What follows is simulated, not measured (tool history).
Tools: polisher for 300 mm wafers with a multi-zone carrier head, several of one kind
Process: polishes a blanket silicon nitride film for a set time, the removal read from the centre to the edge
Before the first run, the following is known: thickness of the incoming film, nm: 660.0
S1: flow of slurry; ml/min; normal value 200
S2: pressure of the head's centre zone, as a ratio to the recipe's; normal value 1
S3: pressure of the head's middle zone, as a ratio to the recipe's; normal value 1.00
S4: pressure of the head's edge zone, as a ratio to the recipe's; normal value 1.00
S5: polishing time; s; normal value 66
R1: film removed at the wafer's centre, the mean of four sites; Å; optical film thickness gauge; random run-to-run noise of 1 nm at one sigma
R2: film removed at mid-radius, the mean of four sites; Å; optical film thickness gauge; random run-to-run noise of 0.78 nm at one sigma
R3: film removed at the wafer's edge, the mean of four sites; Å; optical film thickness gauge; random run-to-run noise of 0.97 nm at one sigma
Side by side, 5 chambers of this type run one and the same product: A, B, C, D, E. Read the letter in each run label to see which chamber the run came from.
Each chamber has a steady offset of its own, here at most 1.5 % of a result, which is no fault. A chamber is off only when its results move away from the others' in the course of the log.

| run | hour | S1 | S2 | S3 | S4 | S5 | R1 | R2 | R3 |
|---|---|---|---|---|---|---|---|---|---|
| 1A | 6.8 | 200 | 1 | 1.00 | 1.00 | 66 | 1049.50 | 1029.70 | 1011.20 |
|  | 15.5 | chamber E: worn pad replaced by a new one |
| 2E | 17.3 | 200 | 1 | 1.00 | 1.00 | 66 | 1039.60 | 1024.10 | 1015.90 |
|  | 26.8 | chamber C: worn pad replaced by a new one |
| 3C | 28.2 | 200 | 1 | 1.00 | 1.00 | 66 | 1023.00 | 1039.40 | 1007.70 |
|  | 35.1 | chamber D: worn pad replaced by a new one |
| 4D | 39.3 | 200 | 1 | 1.00 | 1.00 | 66 | 1025.90 | 1031.60 | 1032.80 |
|  | 41.8 | chamber A: worn pad replaced by a new one |
| 5B | 47.7 | 200 | 1 | 1.00 | 1.00 | 66 | 1034.70 | 1007.80 | 1040.80 |
|  | 52.1 | chamber D: edge zone pressure recalibrated |
|  | 57.9 | chamber B: worn pad replaced by a new one |
| 6E | 58.6 | 200 | 1 | 1.00 | 1.00 | 66 | 1006.10 | 1027.50 | 1018.00 |
| 7D | 69.5 | 200 | 1 | 1.00 | 1.00 | 66 | 1020.30 | 1012.50 | 1022.50 |
| 8C | 81.4 | 200 | 1 | 1.00 | 1.00 | 66 | 1039.60 | 1024.90 | 1007.80 |
| 9A | 95.3 | 200 | 1 | 1.00 | 1.09 | 47 | 734.70 | 722.68 | 757.59 |
|  | 96.1 | chamber E: centre zone pressure recalibrated |
|  | 100.5 | chamber E: worn pad replaced by a new one |
|  | 102.4 | chamber C: worn pad replaced by a new one |
| 10B | 104.2 | 200 | 1 | 1.00 | 1.09 | 47 | 739.13 | 724.64 | 763.65 |
|  | 109.4 | chamber D: slurry nozzle cleaned |
|  | 111.2 | chamber B: centre zone pressure recalibrated |
| 11D | 111.6 | 200 | 1 | 1.00 | 1.09 | 47 | 732.68 | 730.24 | 762.12 |
| 12A | 123.7 | 200 | 1 | 1.00 | 1.09 | 47 | 715.58 | 724.69 | 753.47 |
|  | 131.3 | chamber B: worn pad replaced by a new one |
| 13C | 133.4 | 200 | 1 | 1.00 | 1.09 | 47 | 735.53 | 730.74 | 759.68 |
|  | 139.8 | chamber D: worn pad replaced by a new one |
| 14B | 144.2 | 200 | 1 | 1.00 | 1.00 | 66 | 1005.40 | 995.70 | 1018.50 |
|  | 145.3 | chamber A: worn pad replaced by a new one |
|  | 147.2 | chamber B: slurry nozzle cleaned |
| 15E | 150.9 | 200 | 1 | 1.00 | 1.00 | 66 | 1032.00 | 1015.00 | 1042.40 |
|  | 161.6 | chamber C: centre zone pressure recalibrated |
| 16D | 162.7 | 200 | 1 | 1.00 | 1.00 | 66 | 1032.70 | 1022.20 | 1032.20 |
| 17E | 173.6 | 200 | 1 | 1.00 | 1.00 | 66 | 1009.40 | 1021.70 | 1043.20 |
|  | 173.9 | chamber E: worn pad replaced by a new one |
|  | 179.1 | chamber C: worn pad replaced by a new one |
| 18C | 186.4 | 200 | 1 | 1.00 | 1.00 | 66 | 1014.60 | 1025.10 | 1016.60 |
| 19A | 194.5 | 200 | 1 | 1.00 | 1.10 | 66 | 967.10 | 990.38 | 1021.70 |
| 20B | 203.8 | 200 | 1 | 1.00 | 1.10 | 66 | 1020.50 | 1031.30 | 1068.30 |
|  | 205.6 | chamber B: worn pad replaced by a new one |
| 21D | 211.4 | 200 | 1 | 1.00 | 1.10 | 66 | 1038.80 | 1023.00 | 1080.80 |
| 22A | 218.9 | 200 | 1 | 1.00 | 1.10 | 66 | 985.34 | 980.81 | 1056.10 |
| 23C | 226.5 | 200 | 1 | 1.00 | 1.10 | 66 | 1043.40 | 1028.90 | 1052.00 |
|  | 234.5 | chamber A: worn pad replaced by a new one |
| 24E | 236.0 | 200 | 1 | 1.00 | 1.00 | 66 | 1020.00 | 1032.70 | 1029.40 |
|  | 236.1 | chamber A: edge zone pressure recalibrated |
| 25B | 249.7 | 200 | 1 | 1.00 | 1.00 | 66 | 1010.90 | 1013.80 | 1041.50 |
|  | 254.6 | chamber D: worn pad replaced by a new one |
| 26E | 257.2 | 200 | 1 | 1.00 | 1.00 | 66 | 1023.10 | 1021.10 | 1051.40 |
|  | 257.9 | chamber C: worn pad replaced by a new one |
| 27A | 272.0 | 200 | 1 | 0.95 | 1.00 | 66 | 957.33 | 936.57 | 971.08 |
|  | 276.8 | chamber B: worn pad replaced by a new one |
| 28D | 284.3 | 200 | 1 | 0.95 | 1.00 | 66 | 1030.60 | 983.52 | 1027.40 |
| 29C | 296.9 | 200 | 1 | 0.95 | 1.00 | 66 | 1027.40 | 967.71 | 1009.90 |
| 30B | 308.8 | 200 | 1 | 0.95 | 1.00 | 66 | 1018.00 | 966.35 | 1038.70 |
| 31C | 319.7 | 200 | 1 | 0.95 | 1.00 | 66 | 1043.40 | 989.95 | 1026.70 |
| 32D | 328.8 | 200 | 1 | 1.00 | 1.00 | 66 | 1030.50 | 1035.70 | 1013.20 |

Decide between three cases: one chamber stands off from its peers, the gauge reading all wafers drifts, or nothing is wrong past each chamber's small offset. Where a chamber is off, say which and what most likely put it there.

One chamber, A, drifts off from the rest bit by bit.
Most likely cause: slurry flow missing at the pad, % = 37.2.

Chamber A could run next with any of the 4 candidate recipes listed below; each alters the usual settings, and their results appear as question marks. Which one brings its results back in line with what the other chambers deliver on the usual settings?
In-line tolerance around the mean of the other chambers on the usual settings: R1 37.00 Å; R2 27.00 Å; R3 34.00 Å
| 33A-1 | 339.6 | 195 | 0.98 | 1.00 | 1.01 | 62 | ? | ? | ? |
| 33A-2 | 339.6 | 200 | 1.01 | 1.00 | 1.00 | 67 | ? | ? | ? |
| 33A-3 | 339.6 | 200 | 0.99 | 1.00 | 1.00 | 65 | ? | ? | ? |
| 33A-4 | 339.6 | 205 | 1.02 | 1.00 | 0.99 | 70 | ? | ? | ? |

The other chambers' mean on the usual settings: R1 1022.40 Å; R2 1021.50 Å; R3 1020.70 Å
| run | R1 | R2 | R3 |
|---|---|---|---|
| 33A-1 | 853.55 | 888.15 | 898.87 |
| 33A-2 | 959.77 | 965.30 | 970.36 |
| 33A-3 | 910.96 | 936.60 | 941.40 |
| 33A-4 | 1020.10 | 1014.20 | 1012.50 |
Change 33A-4 lands the chamber within the allowed miss of the other chambers.
